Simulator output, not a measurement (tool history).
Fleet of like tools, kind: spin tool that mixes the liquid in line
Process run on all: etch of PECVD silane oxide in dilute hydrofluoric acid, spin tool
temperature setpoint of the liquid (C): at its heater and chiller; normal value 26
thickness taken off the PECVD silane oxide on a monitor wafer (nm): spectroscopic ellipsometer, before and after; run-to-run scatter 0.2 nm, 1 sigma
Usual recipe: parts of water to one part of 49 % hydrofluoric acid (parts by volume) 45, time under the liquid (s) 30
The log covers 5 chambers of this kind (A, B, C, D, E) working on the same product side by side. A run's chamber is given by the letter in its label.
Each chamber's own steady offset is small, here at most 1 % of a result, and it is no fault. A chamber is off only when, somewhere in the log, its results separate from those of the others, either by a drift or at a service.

| run | hour | temperature setpoint of the liquid (C) | parts of water to one part of 49 % hydrofluoric acid (parts by volume) | time under the liquid (s) | hours since the thermometer was replaced | hours since the hydrofluoric acid flow meter was replaced | read-back film thickness of the PECVD silane oxide reference wafer, read on the same gauge (nm) | thickness taken off the PECVD silane oxide on a monitor wafer (nm) |
|---|---|---|---|---|---|---|---|---|
| 1D | 7.4 | 26 | 45 | 30 | 1899.8 | 717.9 | 90.001 | 27.467 |
| 2C | 21.3 | 26 | 45 | 30 | 169.6 | 535.2 | 89.991 | 27.103 |
| 3A | 33.5 | 26 | 45 | 30 | 77.7 | 729.8 | 89.981 | 27.222 |
| 4B | 47.9 | 26 | 45 | 30 | 139.6 | 1128.3 | 90.028 | 27.692 |
| 5E | 58.3 | 26 | 45 | 30 | 1305.1 | 1195.6 | 89.985 | 27.717 |
| 6A | 66.4 | 26 | 45 | 40 | 110.6 | 762.7 | 90.028 | 36.781 |
| 7C | 73 | 26 | 45 | 40 | 221.3 | 586.9 | 90.014 | 35.785 |
| 8B | 81.5 | 26 | 45 | 40 | 173.2 | 1161.9 | 89.979 | 36.845 |
| 9E | 90.5 | 26 | 45 | 40 | 1337.3 | 1227.8 | 89.989 | 36.883 |
| 10D | 102.2 | 26 | 45 | 40 | 1994.6 | 812.7 | 90.006 | 36.252 |
| 11E | 109.3 | 26 | 45 | 30 | 1356.1 | 1246.6 | 90.008 | 27.45 |
|  | 110.2 | chamber E: hydrofluoric acid flow meter replaced |
| 12A | 117.9 | 26 | 45 | 30 | 162.1 | 814.2 | 90.009 | 27.761 |
| 13C | 127.3 | 26 | 45 | 30 | 275.6 | 641.2 | 89.969 | 27.696 |
|  | 128.1 | chamber E: thermometer replaced |
| 14D | 136.2 | 26 | 45 | 30 | 2028.6 | 846.7 | 90.004 | 27.354 |
| 15B | 143.6 | 26 | 45 | 30 | 235.3 | 1224 | 90.014 | 27.864 |
| 16C | 155.6 | 26 | 45 | 30 | 303.9 | 669.5 | 90.008 | 27.236 |
| 17B | 164.2 | 26 | 45 | 30 | 255.9 | 1244.6 | 90.008 | 27.673 |
| 18D | 172.6 | 26 | 45 | 30 | 2065 | 883.1 | 89.971 | 27.529 |
|  | 173.3 | chamber C: hydrofluoric acid flow meter replaced |
| 19E | 187.1 | 26 | 45 | 30 | 59.1 | 76.9 | 90.003 | 27.644 |
| 20A | 195.5 | 31 | 45 | 30 | 239.7 | 891.8 | 90.018 | 33.515 |
| 21B | 205.9 | 31 | 45 | 30 | 297.6 | 1286.3 | 90.003 | 33.329 |
|  | 211.8 | chamber D: thermometer replaced |
| 22A | 215.6 | 31 | 45 | 30 | 259.8 | 911.9 | 89.976 | 33.464 |
|  | 218.3 | chamber B: hydrofluoric acid flow meter replaced |
| 23C | 225.3 | 31 | 45 | 30 | 373.6 | 52.1 | 89.992 | 33.041 |
| 24D | 238.1 | 31 | 45 | 30 | 26.3 | 948.6 | 90.004 | 33.301 |
| 25E | 246.8 | 26 | 45 | 30 | 118.8 | 136.6 | 90.04 | 27.596 |
| 26E | 260.1 | 26 | 45 | 30 | 132.1 | 149.9 | 89.984 | 27.54 |
| 27D | 267.9 | 26 | 45 | 30 | 56.1 | 978.4 | 90.008 | 27.285 |
| 28C | 279.8 | 26 | 45 | 30 | 428.1 | 106.6 | 89.989 | 27.046 |
| 29B | 287 | 26 | 60 | 15 | 378.7 | 68.8 | 89.99 | 10.012 |
| 30A | 296.4 | 26 | 60 | 15 | 340.6 | 992.7 | 89.997 | 10.101 |
| 31B | 303.1 | 26 | 60 | 15 | 394.8 | 84.9 | 90.014 | 10.096 |
| 32C | 317.4 | 26 | 60 | 15 | 465.7 | 144.2 | 90.005 | 10.081 |
| 33D | 330.2 | 26 | 60 | 15 | 118.4 | 1040.7 | 90.016 | 10.141 |
| 34E | 339 | 26 | 45 | 30 | 211 | 228.8 | 90.006 | 27.777 |
| 35A | 348.5 | 26 | 45 | 30 | 392.7 | 1044.8 | 90.012 | 27.33 |
| 36C | 357.4 | 26 | 45 | 30 | 505.7 | 184.2 | 89.977 | 27.138 |
| 37B | 369.7 | 26 | 45 | 30 | 461.4 | 151.5 | 90.008 | 27.513 |
| 38D | 383.5 | 26 | 45 | 30 | 171.7 | 1094 | 90.022 | 27.517 |
| 39E | 392.5 | 26 | 45 | 20 | 264.5 | 282.3 | 90.01 | 18.435 |

Has any chamber moved away from the others, gradually or after a service, or does the common gauge drift, or do the chambers differ only by their own small steady offsets? State the chamber and the most likely cause if one applies.

Nothing is wrong: each chamber keeps only its own small, steady offset and the gauge holds still.

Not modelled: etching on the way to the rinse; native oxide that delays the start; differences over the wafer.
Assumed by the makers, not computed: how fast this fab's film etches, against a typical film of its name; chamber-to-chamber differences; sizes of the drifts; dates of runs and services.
